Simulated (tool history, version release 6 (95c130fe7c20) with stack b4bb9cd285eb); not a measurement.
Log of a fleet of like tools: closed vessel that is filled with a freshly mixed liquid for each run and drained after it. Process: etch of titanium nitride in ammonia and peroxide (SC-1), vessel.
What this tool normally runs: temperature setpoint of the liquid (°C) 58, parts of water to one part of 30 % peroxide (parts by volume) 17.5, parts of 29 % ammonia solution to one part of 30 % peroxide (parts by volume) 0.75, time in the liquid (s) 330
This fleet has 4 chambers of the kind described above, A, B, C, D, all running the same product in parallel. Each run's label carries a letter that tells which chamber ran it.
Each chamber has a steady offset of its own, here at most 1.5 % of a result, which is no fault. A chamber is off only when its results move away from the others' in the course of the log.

| run | day | temperature setpoint of the liquid (°C) | parts of water to one part of 30 % peroxide (parts by volume) | parts of 29 % ammonia solution to one part of 30 % peroxide (parts by volume) | time in the liquid (s) | hours since the thermometer was replaced | hours since the ammonia flow meter was replaced | hours since the drum of ammonia solution was connected | read-back film thickness of the titanium nitride reference wafer, read on the same gauge (nm) | thickness taken off the titanium nitride on a monitor wafer (nm) |
|---|---|---|---|---|---|---|---|---|---|---|
| 1D | 0.188 | 58 | 17.5 | 0.75 | 330 | 680.9 | 528 | 456.6 | 49.993 | 25.509 |
| 2B | 0.425 | 58 | 17.5 | 0.75 | 330 | 630.2 | 729 | 285.6 | 50.013 | 25.625 |
| 3A | 0.667 | 58 | 17.5 | 0.75 | 330 | 213.6 | 63.1 | 763.2 | 50.013 | 25.262 |
| 4C | 0.996 | 58 | 17.5 | 0.75 | 330 | 1664.2 | 238.2 | 103.1 | 50.01 | 25.242 |
| 5B | 1.242 | 58 | 17.5 | 0.75 | 330 | 649.8 | 748.6 | 305.2 | 49.996 | 25.476 |
| 6D | 1.492 | 58 | 17.5 | 0.75 | 330 | 712.2 | 559.3 | 487.9 | 50.03 | 25.53 |
| 7A | 1.804 | 58 | 17.5 | 0.75 | 330 | 240.9 | 90.4 | 790.5 | 50.02 | 25.56 |
| 8C | 2.062 | 58 | 17.5 | 0.75 | 330 | 1689.8 | 263.8 | 128.7 | 50.032 | 25.282 |
| 9A | 2.329 | 58 | 17.5 | 0.75 | 330 | 253.5 | 103 | 803.1 | 49.998 | 25.795 |
| 10B | 2.5 | 58 | 17.5 | 0.75 | 330 | 680 | 778.8 | 335.4 | 49.995 | 25.424 |
| 11C | 2.692 | 58 | 17.5 | 0.75 | 330 | 1704.9 | 278.9 | 143.8 | 49.984 | 25.52 |
| 12D | 2.862 | 49.5 | 17.5 | 0.75 | 190 | 745.1 | 592.2 | 520.8 | 50.006 | 8.0712 |
| 13A | 3.096 | 49.5 | 17.5 | 0.75 | 190 | 271.9 | 121.4 | 821.5 | 50.001 | 8.167 |
|  | 3.362 | chamber C: thermometer replaced |
| 14B | 3.379 | 49.5 | 17.5 | 0.75 | 190 | 701.1 | 799.9 | 356.5 | 50.003 | 8.1679 |
|  | 3.525 | chamber A: new drum of ammonia solution connected |
| 15D | 3.712 | 49.5 | 17.5 | 0.75 | 190 | 765.5 | 612.6 | 541.2 | 49.996 | 8.1279 |
| 16C | 3.925 | 58 | 17.5 | 0.75 | 330 | 13.5 | 308.5 | 173.4 | 49.994 | 25.322 |
| 17A | 4.217 | 58 | 17.5 | 0.75 | 330 | 298.8 | 148.3 | 16.7 | 50.021 | 25.405 |
|  | 4.379 | chamber D: ammonia flow meter replaced |
| 18B | 4.554 | 58 | 17.5 | 0.75 | 330 | 729.3 | 828.1 | 384.7 | 50.017 | 25.325 |
| 19C | 4.708 | 58 | 17.5 | 0.75 | 330 | 32.3 | 327.3 | 192.2 | 49.997 | 25.389 |
| 20D | 4.896 | 58 | 17.5 | 0.5 | 330 | 793.9 | 12.5 | 569.6 | 50.004 | 23.582 |
| 21B | 5.05 | 58 | 17.5 | 0.5 | 330 | 741.2 | 840 | 396.6 | 50.017 | 23.741 |
| 22A | 5.317 | 58 | 17.5 | 0.5 | 330 | 325.2 | 174.7 | 43.1 | 49.981 | 23.06 |
| 23C | 5.65 | 58 | 17.5 | 0.5 | 330 | 54.9 | 349.9 | 214.8 | 50.012 | 23.954 |
| 24D | 5.908 | 58 | 17.5 | 0.75 | 330 | 818.2 | 36.8 | 593.9 | 50.002 | 25.243 |
| 25B | 6.25 | 58 | 17.5 | 0.75 | 330 | 770 | 868.8 | 425.4 | 50.015 | 25.226 |
| 26A | 6.421 | 58 | 17.5 | 0.75 | 330 | 351.7 | 201.2 | 69.6 | 49.99 | 25.729 |
| 27C | 6.629 | 58 | 17.5 | 0.75 | 330 | 78.4 | 373.4 | 238.3 | 49.989 | 25.596 |
| 28D | 6.829 | 58 | 17.5 | 0.75 | 265 | 840.3 | 58.9 | 616 | 49.978 | 20.632 |
| 29C | 7.158 | 58 | 17.5 | 0.75 | 265 | 91.1 | 386.1 | 251 | 49.979 | 20.27 |
| 30D | 7.496 | 58 | 17.5 | 0.75 | 265 | 856.3 | 74.9 | 632 | 49.989 | 20.344 |
| 31B | 7.65 | 58 | 17.5 | 0.75 | 265 | 803.6 | 902.4 | 459 | 49.997 | 20.637 |
| 32A | 7.883 | 58 | 17.5 | 0.75 | 330 | 386.8 | 236.3 | 104.7 | 50.022 | 25.176 |
| 33A | 8.1 | 64.5 | 17.5 | 0.75 | 405 | 392 | 241.5 | 109.9 | 50.006 | 47.69 |

The same settings go to every chamber for the next run, one line per chamber below. Forecast the results for each:
| 34A | 8.346 | 58 | 17.5 | 0.75 | 330 |  |  |  |  | ? |
| 34B | 8.346 | 58 | 17.5 | 0.75 | 330 |  |  |  |  | ? |
| 34C | 8.346 | 58 | 17.5 | 0.75 | 330 |  |  |  |  | ? |
| 34D | 8.346 | 58 | 17.5 | 0.75 | 330 |  |  |  |  | ? |

| run | thickness taken off the titanium nitride on a monitor wafer (nm) |
|---|---|
| 34A | 25.204 |
| 34B | 25.368 |
| 34C | 25.271 |
| 34D | 25.663 |
